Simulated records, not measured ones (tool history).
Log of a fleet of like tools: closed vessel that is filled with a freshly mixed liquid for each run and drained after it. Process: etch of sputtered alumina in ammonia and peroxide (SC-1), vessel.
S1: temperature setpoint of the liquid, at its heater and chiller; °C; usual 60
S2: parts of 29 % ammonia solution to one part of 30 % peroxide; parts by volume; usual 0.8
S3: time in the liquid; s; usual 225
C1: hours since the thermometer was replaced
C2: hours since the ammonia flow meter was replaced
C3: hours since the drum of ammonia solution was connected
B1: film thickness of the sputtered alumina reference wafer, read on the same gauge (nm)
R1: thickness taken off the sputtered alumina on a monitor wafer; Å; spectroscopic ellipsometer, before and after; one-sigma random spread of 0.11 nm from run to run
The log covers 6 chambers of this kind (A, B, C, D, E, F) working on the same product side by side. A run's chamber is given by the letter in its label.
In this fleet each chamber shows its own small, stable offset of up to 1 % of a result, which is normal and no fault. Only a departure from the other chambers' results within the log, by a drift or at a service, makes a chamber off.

run   hour  S1   S2   S3      C1      C2     C3       B1       R1
 1B    6.8  60  0.8  225   942.4   630.8   30.0   99.973  132.170
 2E   16.9  60  0.8  225  2487.0   349.1  523.5   99.973  130.760
      18.6  -- chamber A: new drum of ammonia solution connected
 3A   24.3  60  0.8  225  1639.2   839.0    5.8  100.020  132.800
 4C   29.1  60  0.8  225  1595.3    59.5  750.8   99.987  131.880
 5F   36.8  60  0.8  225   852.0   476.0  447.3   99.996  131.220
      38.7  -- chamber C: new drum of ammonia solution connected
 6D   46.0  60  0.8  225   319.8   186.8  179.9   99.971  132.040
 7F   51.9  60  0.8  225   867.1   491.1  462.4   99.985  131.010
 8E   58.9  60  0.8  225  2529.0   391.1  565.5   99.995  133.080
      63.0  -- chamber F: new drum of ammonia solution connected
 9C   68.9  60  0.8  225  1635.1    99.3   30.2  100.030  132.850
10A   77.5  60  0.8  225  1692.4   892.2   59.0  100.020  131.770
11D   84.3  60  0.8  340   358.1   225.1  218.2  100.000  200.350
12B   91.2  60  0.8  340  1026.8   715.2  114.4  100.040  199.420
      98.0  -- chamber E: thermometer replaced
13C   99.0  60  0.8  340  1665.2   129.4   60.3  100.010  199.480
14F  109.0  60  0.8  340   924.2   548.2   46.1  100.030  201.000
15E  119.8  60  0.8  340    21.9   452.0  626.4   99.982  197.590
16A  130.3  60  0.8  340  1745.2   945.0  111.8  100.010  198.650
17D  140.5  60  0.8  225   414.3   281.3  274.4  100.020  131.710
     145.2  -- chamber E: new drum of ammonia solution connected
18B  146.8  60  0.8  225  1082.4   770.8  170.0   99.954  132.390
19A  151.6  60  0.8  225  1766.5   966.3  133.1   99.994  131.240
20D  162.1  60  0.8  225   435.9   302.9  296.0   99.992  129.570
21F  172.8  56  0.8  315   988.0   612.0  109.9  100.020  148.430
22C  180.2  56  0.8  315  1746.4   210.6  141.5  100.020  150.260
23E  190.8  56  0.8  315    92.9   523.0   45.7  100.050  149.080
24B  196.9  56  0.8  315  1132.5   820.9  220.1   99.991  147.820
25B  205.7  56  0.8  315  1141.3   829.7  228.9   99.985  151.100
26C  212.7  56  0.8  315  1778.9   243.1  174.0   99.951  148.640
27D  219.1  55  0.8  295   492.9   359.9  353.0  100.030  127.960
28F  226.2  55  0.8  295  1041.4   665.4  163.3  100.070  130.480
29E  235.8  55  0.8  295   137.9   568.0   90.7  100.030  133.970
30A  245.4  55  0.8  295  1860.3  1060.1  226.9   99.974  134.460
31A  255.1  55  0.8  295  1870.0  1069.8  236.6   99.970  133.940
32D  261.2  55  0.8  295   535.0   402.0  395.1   99.992  126.410
33E  269.8  60  0.8  225   171.9   602.0  124.7  100.040  131.460
34F  275.5  60  0.8  225  1090.7   714.7  212.6  100.030  130.910
35B  284.9  60  0.5  140  1220.5   908.9  308.1  100.020   78.309
36C  294.1  60  0.5  140  1860.3   324.5  255.4  100.030   78.807
37A  303.7  60  0.5  140  1918.6  1118.4  285.2   99.997   77.809

What goes on in this fleet: one chamber off, a drifting gauge, or nothing beyond the chambers' own small offsets? Name the chamber and the cause, if any.

One chamber, D, drifts off from the rest bit by bit.
Most likely cause: liquid colder than its thermometer reads (K) = 1.53.

Below are 4 candidate recipes for chamber D's next run, each the usual settings with a change, their results shown as question marks. Which of them brings D's results back in line with what the other chambers give on the usual settings?
Maximum distance from the other chambers' mean on the usual settings for a result to count as in line: R1 3.700 Å
38D-1  311.6  60.0  0.8  230                   ?
38D-2  311.6  59.5  0.8  215                   ?
38D-3  311.6  60.5  0.8  235                   ?
38D-4  311.6  60.0  0.8  220                   ?

The mean the other chambers reach with the usual settings: R1 131.940 Å
  run       R1
38D-1  124.190
38D-2  113.170
38D-3  130.140
38D-4  118.790
38D-3 puts the chamber back in line with the other chambers.

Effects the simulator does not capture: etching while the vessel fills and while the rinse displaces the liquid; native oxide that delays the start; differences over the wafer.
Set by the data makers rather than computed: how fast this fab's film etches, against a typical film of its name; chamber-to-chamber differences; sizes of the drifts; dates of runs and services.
